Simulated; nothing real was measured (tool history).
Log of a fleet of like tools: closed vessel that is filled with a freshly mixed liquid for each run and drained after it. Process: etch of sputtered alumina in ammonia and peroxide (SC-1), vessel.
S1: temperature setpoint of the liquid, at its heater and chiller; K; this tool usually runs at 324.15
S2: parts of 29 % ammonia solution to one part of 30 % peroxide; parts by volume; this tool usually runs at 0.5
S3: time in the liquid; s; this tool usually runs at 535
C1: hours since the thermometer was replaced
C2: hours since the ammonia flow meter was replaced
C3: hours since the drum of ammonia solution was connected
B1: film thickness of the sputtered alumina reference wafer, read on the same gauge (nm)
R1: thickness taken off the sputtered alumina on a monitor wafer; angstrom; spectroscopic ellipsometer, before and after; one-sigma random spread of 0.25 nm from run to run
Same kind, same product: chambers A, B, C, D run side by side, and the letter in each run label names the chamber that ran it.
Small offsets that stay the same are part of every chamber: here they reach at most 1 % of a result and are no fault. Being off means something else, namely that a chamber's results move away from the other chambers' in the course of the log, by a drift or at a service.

run,hour,S1,S2,S3,C1,C2,C3,B1,R1
# hour 6.7: chamber B: thermometer replaced
1A,9.3,324.15,0.5,535,956.4,88.5,143.8,90.065,294.78
2B,14.6,324.15,0.5,535,8,953.2,990.7,90.009,293.07
# hour 17.7: chamber D: new drum of ammonia solution connected
3D,21.4,324.15,0.5,535,1985.9,1429.7,3.7,89.999,289.5
4C,28.9,324.15,0.5,535,279.8,1048.7,302.3,90.023,297.77
# hour 30.1: chamber D: thermometer replaced
5C,33.8,327.15,0.5,390,284.7,1053.6,307.2,90.061,256.85
6A,40,327.15,0.5,390,987.1,119.2,174.5,90.015,252.97
7B,46.1,327.15,0.5,390,39.5,984.7,1022.2,90.027,252.05
# hour 50.8: chamber C: new drum of ammonia solution connected
8D,56.8,327.15,0.5,390,26.8,1465.1,39.1,90.04,252.96
9A,65.9,324.15,0.5,535,1013,145.1,200.4,90.007,296.02
# hour 66.6: chamber B: new drum of ammonia solution connected
10C,71.9,324.15,0.5,535,322.8,1091.7,21.1,89.97,298.24
11D,80.7,324.15,0.5,770,50.7,1489,63,90.024,425.99
12B,90,324.15,0.5,770,83.4,1028.6,23.5,90.007,423.47
13B,98,324.15,0.5,770,91.4,1036.6,31.5,90.053,426.24
14D,103.1,324.15,0.5,770,73.1,1511.4,85.4,89.994,418.96
15A,113.5,324.15,0.5,535,1060.6,192.7,248,90.012,297.42
16C,118.7,324.15,0.5,535,369.6,1138.5,67.9,90.002,300.27
17C,127,324.15,0.5,535,377.9,1146.8,76.2,89.979,298.63
18D,137.8,324.15,0.5,535,107.8,1546.1,120.1,89.991,287.57
19B,143.4,324.15,0.5,535,136.8,1082,76.9,89.98,295.24
20A,149.8,327.65,0.5,260,1096.9,229,284.3,90.012,177.2
21A,160,327.65,0.5,260,1107.1,239.2,294.5,89.991,174.11
22D,171,327.65,0.5,260,141,1579.3,153.3,89.977,169.6
23B,180.3,327.65,0.5,260,173.7,1118.9,113.8,90.015,173.08
24C,185.2,324.15,0.5,535,436.1,1205,134.4,90.015,317.44
25B,191.4,324.15,0.5,535,184.8,1130,124.9,90.024,294.61
26A,199.6,324.15,0.5,535,1146.7,278.8,334.1,90.01,295.11
27D,206.8,324.15,0.5,535,176.8,1615.1,189.1,89.991,289.87
28C,218,324.15,0.5,535,468.9,1237.8,167.2,89.98,325.68
29B,223.2,324.15,0.5,535,216.6,1161.8,156.7,90.004,292.9
30A,230.4,324.15,0.5,535,1177.5,309.6,364.9,89.998,297.98

All 4 chambers run these settings next. Forecast each chamber's results:
31A,238.4,324.15,0.7,535,,,,,?
31B,238.4,324.15,0.7,535,,,,,?
31C,238.4,324.15,0.7,535,,,,,?
31D,238.4,324.15,0.7,535,,,,,?

run,R1
31A,306.99
31B,306.32
31C,339.77
31D,303.95
